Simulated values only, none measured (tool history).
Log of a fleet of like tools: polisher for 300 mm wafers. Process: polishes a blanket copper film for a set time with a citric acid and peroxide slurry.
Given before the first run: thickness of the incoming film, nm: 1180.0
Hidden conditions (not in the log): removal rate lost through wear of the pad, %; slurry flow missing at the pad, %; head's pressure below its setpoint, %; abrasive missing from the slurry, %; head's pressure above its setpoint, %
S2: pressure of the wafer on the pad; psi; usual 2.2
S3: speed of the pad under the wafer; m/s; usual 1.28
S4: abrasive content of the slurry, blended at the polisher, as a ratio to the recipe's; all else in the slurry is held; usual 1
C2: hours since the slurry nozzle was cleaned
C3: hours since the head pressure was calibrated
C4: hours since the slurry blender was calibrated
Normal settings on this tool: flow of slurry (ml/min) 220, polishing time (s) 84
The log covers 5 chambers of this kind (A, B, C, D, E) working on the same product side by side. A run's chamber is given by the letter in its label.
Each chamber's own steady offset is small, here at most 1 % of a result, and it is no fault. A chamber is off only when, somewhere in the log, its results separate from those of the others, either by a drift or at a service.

{"run": "1C", "day": 0.5, "flow of slurry (ml/min)": 220, "S2": 2.2, "S3": 1.28, "S4": 1, "polishing time (s)": 84, "wafers polished on this pad": 392, "C2": 257.3, "C3": 1049.9, "C4": 113.6, "film removed (nm)": 146.77}
{"day": 0.8, "done": "chamber B: slurry blender recalibrated"}
{"run": "2B", "day": 0.912, "flow of slurry (ml/min)": 220, "S2": 2.2, "S3": 1.28, "S4": 1, "polishing time (s)": 84, "wafers polished on this pad": 526, "C2": 42, "C3": 737, "C4": 2.8, "film removed (nm)": 150.66}
{"run": "3A", "day": 1.254, "flow of slurry (ml/min)": 220, "S2": 2.2, "S3": 1.28, "S4": 1, "polishing time (s)": 84, "wafers polished on this pad": 414, "C2": 205, "C3": 470.2, "C4": 162.9, "film removed (nm)": 146.71}
{"run": "4E", "day": 1.746, "flow of slurry (ml/min)": 220, "S2": 2.2, "S3": 1.28, "S4": 1, "polishing time (s)": 84, "wafers polished on this pad": 550, "C2": 298.2, "C3": 962.4, "C4": 61.2, "film removed (nm)": 148.04}
{"run": "5D", "day": 2.054, "flow of slurry (ml/min)": 220, "S2": 2.2, "S3": 1.28, "S4": 1, "polishing time (s)": 84, "wafers polished on this pad": 352, "C2": 234.6, "C3": 889.6, "C4": 306.4, "film removed (nm)": 147.94}
{"day": 2.258, "done": "chamber E: slurry nozzle cleaned"}
{"run": "6A", "day": 2.454, "flow of slurry (ml/min)": 220, "S2": 2.2, "S3": 1.28, "S4": 1, "polishing time (s)": 84, "wafers polished on this pad": 564, "C2": 233.8, "C3": 499, "C4": 191.7, "film removed (nm)": 144.99}
{"day": 2.767, "done": "chamber D: slurry blender recalibrated"}
{"run": "7D", "day": 2.892, "flow of slurry (ml/min)": 220, "S2": 2.2, "S3": 1.28, "S4": 1, "polishing time (s)": 84, "wafers polished on this pad": 457, "C2": 254.7, "C3": 909.7, "C4": 3.1, "film removed (nm)": 148.88}
{"run": "8B", "day": 3.417, "flow of slurry (ml/min)": 220, "S2": 2.2, "S3": 1.28, "S4": 1, "polishing time (s)": 84, "wafers polished on this pad": 840, "C2": 102.1, "C3": 797.1, "C4": 62.9, "film removed (nm)": 146.89}
{"day": 3.812, "done": "chamber C: worn pad replaced by a new one"}
{"day": 3.862, "done": "chamber D: worn pad replaced by a new one"}
{"run": "9E", "day": 3.95, "flow of slurry (ml/min)": 220, "S2": 2.2, "S3": 1.28, "S4": 1, "polishing time (s)": 84, "wafers polished on this pad": 826, "C2": 40.7, "C3": 1015.3, "C4": 114.1, "film removed (nm)": 143.19}
{"day": 4.279, "done": "chamber E: worn pad replaced by a new one"}
{"day": 4.367, "done": "chamber A: worn pad replaced by a new one"}
{"run": "10C", "day": 4.442, "flow of slurry (ml/min)": 220, "S2": 2.2, "S3": 1.28, "S4": 1, "polishing time (s)": 84, "wafers polished on this pad": 79, "C2": 351.9, "C3": 1144.5, "C4": 208.2, "film removed (nm)": 149.48}
{"run": "11C", "day": 4.746, "flow of slurry (ml/min)": 280, "S2": 2.2, "S3": 0.9, "S4": 1, "polishing time (s)": 84, "wafers polished on this pad": 117, "C2": 359.2, "C3": 1151.8, "C4": 215.5, "film removed (nm)": 108.5}
{"day": 5.154, "done": "chamber A: head pressure recalibrated"}
{"day": 5.246, "done": "chamber B: worn pad replaced by a new one"}
{"day": 5.267, "done": "chamber C: head pressure recalibrated"}
{"run": "12A", "day": 5.317, "flow of slurry (ml/min)": 280, "S2": 2.2, "S3": 0.9, "S4": 1, "polishing time (s)": 84, "wafers polished on this pad": 119, "C2": 302.5, "C3": 4, "C4": 260.4, "film removed (nm)": 96.627}
{"run": "13D", "day": 5.862, "flow of slurry (ml/min)": 280, "S2": 2.2, "S3": 0.9, "S4": 1, "polishing time (s)": 84, "wafers polished on this pad": 250, "C2": 326, "C3": 981, "C4": 74.4, "film removed (nm)": 106.73}
{"run": "14B", "day": 6.246, "flow of slurry (ml/min)": 280, "S2": 2.2, "S3": 0.9, "S4": 1, "polishing time (s)": 84, "wafers polished on this pad": 125, "C2": 170, "C3": 865, "C4": 130.8, "film removed (nm)": 110.42}
{"run": "15E", "day": 6.521, "flow of slurry (ml/min)": 280, "S2": 2.2, "S3": 0.9, "S4": 1, "polishing time (s)": 84, "wafers polished on this pad": 281, "C2": 102.4, "C3": 1077, "C4": 175.8, "film removed (nm)": 107.69}
{"run": "16B", "day": 6.888, "flow of slurry (ml/min)": 220, "S2": 2.2, "S3": 1.28, "S4": 1, "polishing time (s)": 84, "wafers polished on this pad": 206, "C2": 185.4, "C3": 880.4, "C4": 146.2, "film removed (nm)": 148.27}
{"day": 7.346, "done": "chamber B: head pressure recalibrated"}
{"run": "17D", "day": 7.446, "flow of slurry (ml/min)": 220, "S2": 2.2, "S3": 1.28, "S4": 1, "polishing time (s)": 84, "wafers polished on this pad": 448, "C2": 364, "C3": 1019, "C4": 112.4, "film removed (nm)": 145.53}
{"day": 7.788, "done": "chamber E: head pressure recalibrated"}
{"run": "18E", "day": 8.033, "flow of slurry (ml/min)": 220, "S2": 2.2, "S3": 1.28, "S4": 1, "polishing time (s)": 84, "wafers polished on this pad": 470, "C2": 138.7, "C3": 6, "C4": 212.1, "film removed (nm)": 146.07}
{"day": 8.6, "done": "chamber D: worn pad replaced by a new one"}
{"run": "19C", "day": 8.608, "flow of slurry (ml/min)": 220, "S2": 2.2, "S3": 1.28, "S4": 1, "polishing time (s)": 84, "wafers polished on this pad": 601, "C2": 451.9, "C3": 80.2, "C4": 308.2, "film removed (nm)": 146.6}
{"run": "20A", "day": 8.908, "flow of slurry (ml/min)": 220, "S2": 2.2, "S3": 1.28, "S4": 1, "polishing time (s)": 84, "wafers polished on this pad": 569, "C2": 388.7, "C3": 90.2, "C4": 346.6, "film removed (nm)": 129.3}
{"day": 9.421, "done": "chamber B: slurry blender recalibrated"}
{"run": "21A", "day": 9.492, "flow of slurry (ml/min)": 220, "S2": 2.2, "S3": 1.28, "S4": 1, "polishing time (s)": 84, "wafers polished on this pad": 642, "C2": 402.7, "C3": 104.2, "C4": 360.6, "film removed (nm)": 133.95}
{"day": 9.617, "done": "chamber A: slurry blender recalibrated"}
{"day": 10.004, "done": "chamber C: worn pad replaced by a new one"}
{"run": "22C", "day": 10.125, "flow of slurry (ml/min)": 220, "S2": 2.2, "S3": 1.28, "S4": 1, "polishing time (s)": 84, "wafers polished on this pad": 15, "C2": 488.3, "C3": 116.6, "C4": 344.6, "film removed (nm)": 150.83}
{"run": "23E", "day": 10.529, "flow of slurry (ml/min)": 220, "S2": 2.2, "S3": 1.28, "S4": 1, "polishing time (s)": 84, "wafers polished on this pad": 782, "C2": 198.6, "C3": 65.9, "C4": 272, "film removed (nm)": 144.73}
{"run": "24D", "day": 10.804, "flow of slurry (ml/min)": 220, "S2": 2.2, "S3": 1.28, "S4": 1, "polishing time (s)": 84, "wafers polished on this pad": 276, "C2": 444.6, "C3": 1099.6, "C4": 193, "film removed (nm)": 145.88}
{"day": 11.067, "done": "chamber A: slurry nozzle cleaned"}
{"day": 11.258, "done": "chamber E: worn pad replaced by a new one"}
{"run": "25B", "day": 11.283, "flow of slurry (ml/min)": 220, "S2": 2.2, "S3": 1.28, "S4": 1, "polishing time (s)": 84, "wafers polished on this pad": 756, "C2": 290.9, "C3": 94.5, "C4": 44.8, "film removed (nm)": 151.22}
{"day": 11.704, "done": "chamber A: worn pad replaced by a new one"}
{"run": "26C", "day": 11.708, "flow of slurry (ml/min)": 220, "S2": 2.2, "S3": 1.28, "S4": 1, "polishing time (s)": 95, "wafers polished on this pad": 213, "C2": 526.3, "C3": 154.6, "C4": 382.6, "film removed (nm)": 170.03}
{"run": "27D", "day": 11.983, "flow of slurry (ml/min)": 220, "S2": 2.2, "S3": 1.28, "S4": 1, "polishing time (s)": 95, "wafers polished on this pad": 424, "C2": 472.9, "C3": 1127.9, "C4": 221.3, "film removed (nm)": 163.58}
{"run": "28B", "day": 12.329, "flow of slurry (ml/min)": 220, "S2": 2.2, "S3": 1.28, "S4": 1, "polishing time (s)": 95, "wafers polished on this pad": 887, "C2": 316, "C3": 119.6, "C4": 69.9, "film removed (nm)": 169.68}
{"day": 12.6, "done": "chamber D: worn pad replaced by a new one"}
{"run": "29E", "day": 12.671, "flow of slurry (ml/min)": 220, "S2": 2.2, "S3": 1.28, "S4": 1, "polishing time (s)": 95, "wafers polished on this pad": 177, "C2": 250, "C3": 117.3, "C4": 323.4, "film removed (nm)": 168.66}
{"run": "30A", "day": 12.958, "flow of slurry (ml/min)": 220, "S2": 2.2, "S3": 1.28, "S4": 1, "polishing time (s)": 95, "wafers polished on this pad": 157, "C2": 45.5, "C3": 187.4, "C4": 80.2, "film removed (nm)": 144.17}
{"run": "31B", "day": 13.308, "flow of slurry (ml/min)": 220, "S2": 2.2, "S3": 1.28, "S4": 1, "polishing time (s)": 84, "wafers polished on this pad": 1010, "C2": 339.5, "C3": 143.1, "C4": 93.4, "film removed (nm)": 148.18}
{"run": "32D", "day": 13.692, "flow of slurry (ml/min)": 220, "S2": 2.2, "S3": 1.28, "S4": 1, "polishing time (s)": 84, "wafers polished on this pad": 137, "C2": 513.9, "C3": 1168.9, "C4": 262.3, "film removed (nm)": 146.8}
{"day": 13.975, "done": "chamber B: worn pad replaced by a new one"}
{"run": "33C", "day": 14.312, "flow of slurry (ml/min)": 220, "S2": 2.2, "S3": 1.28, "S4": 1, "polishing time (s)": 84, "wafers polished on this pad": 540, "C2": 588.8, "C3": 217.1, "C4": 445.1, "film removed (nm)": 150.34}
{"run": "34A", "day": 14.775, "flow of slurry (ml/min)": 220, "S2": 2.2, "S3": 1.28, "S4": 1, "polishing time (s)": 84, "wafers polished on this pad": 384, "C2": 89.1, "C3": 231, "C4": 123.8, "film removed (nm)": 129.98}
{"day": 15.238, "done": "chamber C: worn pad replaced by a new one"}
{"run": "35E", "day": 15.404, "flow of slurry (ml/min)": 220, "S2": 2.2, "S3": 1.28, "S4": 1, "polishing time (s)": 84, "wafers polished on this pad": 519, "C2": 315.6, "C3": 182.9, "C4": 389, "film removed (nm)": 148.4}
{"day": 15.646, "done": "chamber C: slurry blender recalibrated"}
{"run": "36E", "day": 15.883, "flow of slurry (ml/min)": 220, "S2": 2.2, "S3": 1.28, "S4": 1, "polishing time (s)": 84, "wafers polished on this pad": 579, "C2": 327.1, "C3": 194.4, "C4": 400.5, "film removed (nm)": 145.59}
{"run": "37B", "day": 16.154, "flow of slurry (ml/min)": 220, "S2": 2.2, "S3": 1.28, "S4": 1, "polishing time (s)": 84, "wafers polished on this pad": 273, "C2": 407.8, "C3": 211.4, "C4": 161.7, "film removed (nm)": 149.61}
{"run": "38C", "day": 16.533, "flow of slurry (ml/min)": 220, "S2": 2.2, "S3": 1.28, "S4": 1, "polishing time (s)": 84, "wafers polished on this pad": 162, "C2": 642.1, "C3": 270.4, "C4": 21.3, "film removed (nm)": 152.66}
{"run": "39A", "day": 17.062, "flow of slurry (ml/min)": 220, "S2": 2.2, "S3": 1.28, "S4": 1, "polishing time (s)": 84, "wafers polished on this pad": 671, "C2": 144, "C3": 285.9, "C4": 178.7, "film removed (nm)": 130.26}

Which is it: a chamber that has drifted or been left off by a service, a gauge drift common to all chambers, or only each chamber's usual small offset? If a chamber is off, name it and its likeliest cause.

A service left chamber A off against the others.
Likeliest cause: head's pressure below its setpoint, % = 11.4.

Here are 4 candidates for chamber A's next run, each the usual settings with a change, their results left as question marks. Which one brings its results back in line with what the others give on the usual settings?
To be in line, a result may differ from the other chambers' mean on the usual settings by at most: film removed (nm) 7.4
{"run": "40A-1", "day": 17.517, "flow of slurry (ml/min)": 220, "S2": 2.2, "S3": 1.2, "S4": 1, "polishing time (s)": 79, "film removed (nm)": "?"}
{"run": "40A-2", "day": 17.517, "flow of slurry (ml/min)": 220, "S2": 2.3, "S3": 1.34, "S4": 1, "polishing time (s)": 87, "film removed (nm)": "?"}
{"run": "40A-3", "day": 17.517, "flow of slurry (ml/min)": 220, "S2": 2, "S3": 1.2, "S4": 1, "polishing time (s)": 78, "film removed (nm)": "?"}
{"run": "40A-4", "day": 17.517, "flow of slurry (ml/min)": 220, "S2": 2.4, "S3": 1.36, "S4": 1, "polishing time (s)": 90, "film removed (nm)": "?"}

Average result of the remaining chambers running the usual settings: film removed (nm) 147.61
run=40A-1 film_removed_(nm)=115.79
run=40A-2 film_removed_(nm)=148.21
run=40A-3 film_removed_(nm)=104.4
run=40A-4 film_removed_(nm)=162.06
The answer is 40A-2, which returns the chamber to within the allowed miss of the others.
